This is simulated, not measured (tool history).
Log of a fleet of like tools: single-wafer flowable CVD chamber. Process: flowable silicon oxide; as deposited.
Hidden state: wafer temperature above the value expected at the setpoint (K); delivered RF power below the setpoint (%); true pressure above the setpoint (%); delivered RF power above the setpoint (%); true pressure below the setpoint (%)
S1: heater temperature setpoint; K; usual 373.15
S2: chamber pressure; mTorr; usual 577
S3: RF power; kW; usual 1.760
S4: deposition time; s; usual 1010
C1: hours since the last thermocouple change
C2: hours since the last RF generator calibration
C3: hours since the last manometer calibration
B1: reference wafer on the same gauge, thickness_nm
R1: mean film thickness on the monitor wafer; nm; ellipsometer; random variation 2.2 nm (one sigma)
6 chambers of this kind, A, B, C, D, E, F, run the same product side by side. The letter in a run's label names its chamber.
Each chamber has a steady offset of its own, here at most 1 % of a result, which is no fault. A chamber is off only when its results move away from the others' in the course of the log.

Run 1F, day 0.442: usual settings; C1 261.7; C2 245.1; C3 1986.6; B1 344.70. Result: R1 381.60 nm.
Run 2E, day 0.762: usual settings; C1 832.9; C2 200.5; C3 661.7; B1 344.86. Result: R1 385.54 nm.
Run 3B, day 1.388: usual settings; C1 1505.4; C2 492.5; C3 1859.8; B1 344.85. Result: R1 383.57 nm.
Run 4D, day 1.771: usual settings; C1 262.9; C2 2267.2; C3 1585.4; B1 345.05. Result: R1 380.44 nm.
Run 5C, day 2.129: usual settings; C1 1589.4; C2 355.7; C3 1432.5; B1 345.50. Result: R1 381.92 nm.
At day 2.583: chamber F: capacitance manometer re-zeroed and calibrated.
Run 6A, day 2.592: usual settings; C1 2545.4; C2 2015.3; C3 855.1; B1 345.05. Result: R1 381.76 nm.
At day 3.104: chamber A: thermocouple changed; heater temperature recalibrated.
Run 7F, day 3.217: usual settings; C1 328.3; C2 311.7; C3 15.3; B1 344.79. Result: R1 382.14 nm.
Run 8D, day 3.679: usual settings; C1 308.7; C2 2313.0; C3 1631.2; B1 344.60. Result: R1 384.11 nm.
Run 9A, day 4.012: usual settings but S1 385.15 K, S2 531 mTorr; C1 21.8; C2 2049.4; C3 889.2; B1 344.65. Result: R1 226.61 nm.
Run 10E, day 4.375: usual settings but S1 385.15 K, S2 531 mTorr; C1 919.6; C2 287.2; C3 748.4; B1 345.13. Result: R1 229.45 nm.
Run 11B, day 4.733: usual settings but S1 385.15 K, S2 531 mTorr; C1 1585.7; C2 572.8; C3 1940.1; B1 345.07. Result: R1 229.41 nm.
Run 12C, day 5.292: usual settings but S1 385.15 K, S2 531 mTorr; C1 1665.3; C2 431.6; C3 1508.4; B1 345.34. Result: R1 228.08 nm.
At day 5.717: chamber D: RF generator calibrated.
Run 13E, day 5.775: usual settings but S1 385.15 K, S2 531 mTorr; C1 953.2; C2 320.8; C3 782.0; B1 345.10. Result: R1 231.26 nm.
Run 14F, day 6.375: usual settings but S1 385.15 K, S2 531 mTorr; C1 404.1; C2 387.5; C3 91.1; B1 344.92. Result: R1 230.93 nm.
Run 15D, day 6.975: usual settings; C1 387.8; C2 30.2; C3 1710.3; B1 344.92. Result: R1 384.65 nm.
Run 16C, day 7.475: usual settings; C1 1717.7; C2 484.0; C3 1560.8; B1 345.27. Result: R1 384.12 nm.
Run 17A, day 7.996: usual settings; C1 117.4; C2 2145.0; C3 984.8; B1 345.60. Result: R1 382.19 nm.
Run 18B, day 8.421: usual settings but S2 693 mTorr, S4 860 s; C1 1674.2; C2 661.3; C3 2028.6; B1 344.99. Result: R1 417.70 nm.
Run 19B, day 9.046: usual settings but S2 693 mTorr, S4 860 s; C1 1689.2; C2 676.3; C3 2043.6; B1 344.76. Result: R1 420.46 nm.
Run 20A, day 9.471: usual settings but S2 693 mTorr, S4 860 s; C1 152.8; C2 2180.4; C3 1020.2; B1 344.73. Result: R1 421.74 nm.
Run 21D, day 9.983: usual settings but S2 693 mTorr, S4 860 s; C1 460.0; C2 102.4; C3 1782.5; B1 344.67. Result: R1 418.80 nm.
Run 22E, day 10.504: usual settings but S2 693 mTorr, S4 860 s; C1 1066.7; C2 434.3; C3 895.5; B1 345.03. Result: R1 420.21 nm.
Run 23C, day 10.904: usual settings but S2 693 mTorr, S4 860 s; C1 1800.0; C2 566.3; C3 1643.1; B1 344.90. Result: R1 420.05 nm.
At day 11.154: chamber B: thermocouple changed; heater temperature recalibrated.
Run 24F, day 11.188: usual settings; C1 519.6; C2 503.0; C3 206.6; B1 345.60. Result: R1 379.68 nm.
Run 25B, day 11.721: usual settings; C1 13.6; C2 740.5; C3 2107.8; B1 344.31. Result: R1 353.45 nm.
Run 26A, day 12.154: usual settings; C1 217.2; C2 2244.8; C3 1084.6; B1 344.64. Result: R1 384.23 nm.
Run 27C, day 12.579: usual settings; C1 1840.2; C2 606.5; C3 1683.3; B1 345.15. Result: R1 383.87 nm.
Run 28E, day 12.908: usual settings; C1 1124.4; C2 492.0; C3 953.2; B1 345.35. Result: R1 387.14 nm.
Run 29F, day 13.433: usual settings; C1 573.5; C2 556.9; C3 260.5; B1 345.40. Result: R1 383.85 nm.
Run 30D, day 14.058: usual settings; C1 557.8; C2 200.2; C3 1880.3; B1 344.52. Result: R1 383.05 nm.
At day 14.071: chamber A: RF generator calibrated.
Run 31E, day 14.417: usual settings; C1 1160.6; C2 528.2; C3 989.4; B1 345.27. Result: R1 384.01 nm.
Run 32C, day 14.721: usual settings; C1 1891.6; C2 657.9; C3 1734.7; B1 344.65. Result: R1 378.91 nm.
Run 33A, day 15.092: usual settings; C1 287.7; C2 24.6; C3 1155.1; B1 345.04. Result: R1 380.98 nm.
Run 34F, day 15.712: usual settings; C1 628.2; C2 611.6; C3 315.2; B1 344.88. Result: R1 380.20 nm.
Run 35D, day 16.167: usual settings but S1 386.15 K, S2 631 mTorr; C1 608.4; C2 250.8; C3 1930.9; B1 344.95. Result: R1 282.36 nm.
Run 36B, day 16.654: usual settings but S1 386.15 K, S2 631 mTorr; C1 132.0; C2 858.9; C3 2226.2; B1 345.13. Result: R1 264.56 nm.
Run 37D, day 17.275: usual settings but S1 386.15 K, S2 631 mTorr; C1 635.0; C2 277.4; C3 1957.5; B1 345.61. Result: R1 284.87 nm.
Run 38E, day 17.888: usual settings but S1 386.15 K, S2 631 mTorr; C1 1243.9; C2 611.5; C3 1072.7; B1 344.95. Result: R1 284.36 nm.
Run 39C, day 18.462: usual settings but S1 386.15 K, S2 631 mTorr; C1 1981.4; C2 747.7; C3 1824.5; B1 344.88. Result: R1 279.91 nm.

What goes on in this fleet: one chamber off, a drifting gauge, or nothing beyond the chambers' own small offsets? Name the chamber and the cause, if any.

A service left chamber B off against the others.
Cause: wafer temperature above the value expected at the setpoint (K) = 2.16.

Here are 4 candidates for chamber B's next run, each the usual settings with a change, their results left as question marks. Which one brings its results back in line with what the others give on the usual settings?
In line means no further than this from the other chambers' mean on the usual settings: R1 7.70 nm
Run 40B-1, day 18.917: usual settings but S4 1090 s. Result: R1 ?.
Run 40B-2, day 18.917: usual settings but S4 970 s. Result: R1 ?.
Run 40B-3, day 18.917: usual settings but S3 1.780 kW, S4 1050 s. Result: R1 ?.
Run 40B-4, day 18.917: usual settings but S3 1.340 kW. Result: R1 ?.

The other chambers' mean on the usual settings: R1 383.51 nm
  run      R1
40B-1  380.99
40B-2  339.04
40B-3  368.15
40B-4  323.74
40B-1 brings the chamber back in line.
